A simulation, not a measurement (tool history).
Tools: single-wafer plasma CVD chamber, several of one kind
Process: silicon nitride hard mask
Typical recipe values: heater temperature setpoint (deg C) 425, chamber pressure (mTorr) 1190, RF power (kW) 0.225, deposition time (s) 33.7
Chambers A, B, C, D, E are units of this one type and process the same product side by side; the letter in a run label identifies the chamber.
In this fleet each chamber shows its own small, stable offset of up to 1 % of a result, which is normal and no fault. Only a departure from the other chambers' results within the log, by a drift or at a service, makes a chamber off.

run,hour,heater temperature setpoint (deg C),chamber pressure (mTorr),RF power (kW),deposition time (s),"read-back reference wafer on the same gauge, thickness_nm",mean film thickness on the monitor wafer (nm)
1E,3.6,425,1190,0.225,33.7,30.484,28.985
2A,10.1,425,1190,0.225,33.7,30.489,28.757
3C,15.8,425,1190,0.225,33.7,30.488,28.453
4D,21.5,425,1190,0.225,33.7,30.472,28.77
5B,27,425,1190,0.225,33.7,30.466,28.616
6C,31.7,425,1190,0.225,33.7,30.463,28.329
7E,35.2,425,1190,0.225,33.7,30.451,28.862
8B,38.2,425,1190,0.225,33.7,30.441,28.552
9D,41.1,425,1190,0.225,33.7,30.446,28.665
# hour 43.1: chamber A: RF generator calibrated
10A,44.4,425,1190,0.225,33.7,30.432,28.688
11B,50.6,425,1190,0.225,33.7,30.425,28.703
12E,55,425,1190,0.225,33.7,30.429,28.768
13D,59.4,425,1190,0.225,33.7,30.415,28.665
14A,63.2,425,1190,0.225,33.7,30.412,28.684
15C,66.1,425,1190,0.225,33.7,30.416,28.284
16E,71.4,425,1190,0.225,33.7,30.414,28.807
17C,77.7,425,1190,0.225,33.7,30.389,28.272
18D,83.5,425,1190,0.225,33.7,30.391,28.696
19A,89.8,425,1190,0.225,33.7,30.377,28.601
20B,94.3,425,1190,0.225,33.7,30.376,28.633
21B,100,412,1190,0.225,33.7,30.365,28.703
22C,104.9,412,1190,0.225,33.7,30.36,28.531
23D,111.5,412,1190,0.225,33.7,30.358,28.751
24E,115,412,1190,0.225,33.7,30.338,28.874
25A,120.4,412,1190,0.225,33.7,30.338,28.766
26C,124.3,425,1190,0.225,33.7,30.328,28.322
27B,129.3,425,1190,0.225,33.7,30.328,28.535
28E,132.2,425,1190,0.225,33.7,30.317,28.662
29A,135.3,425,1190,0.225,33.7,30.321,28.546
30D,139,425,1190,0.225,33.7,30.321,28.608
31B,142.9,425,1190,0.225,33.7,30.304,28.448
32E,147.1,425,1190,0.225,33.7,30.301,28.737
33A,150.6,425,1190,0.225,33.7,30.296,28.6
# hour 151.4: chamber C: capacitance manometer re-zeroed and calibrated
# hour 152: chamber D: RF generator calibrated
34C,154.9,425,1190,0.225,33.7,30.293,28.312
35D,159.9,425,1190,0.225,33.7,30.296,28.547

Each of the 5 chambers runs these same settings next. Fill in every chamber's results:
36A,164.7,435,1190,0.225,33.7,,?
36B,164.7,435,1190,0.225,33.7,,?
36C,164.7,435,1190,0.225,33.7,,?
36D,164.7,435,1190,0.225,33.7,,?
36E,164.7,435,1190,0.225,33.7,,?

run,mean film thickness on the monitor wafer (nm)
36A,28.422
36B,28.285
36C,28.23
36D,28.432
36E,28.45

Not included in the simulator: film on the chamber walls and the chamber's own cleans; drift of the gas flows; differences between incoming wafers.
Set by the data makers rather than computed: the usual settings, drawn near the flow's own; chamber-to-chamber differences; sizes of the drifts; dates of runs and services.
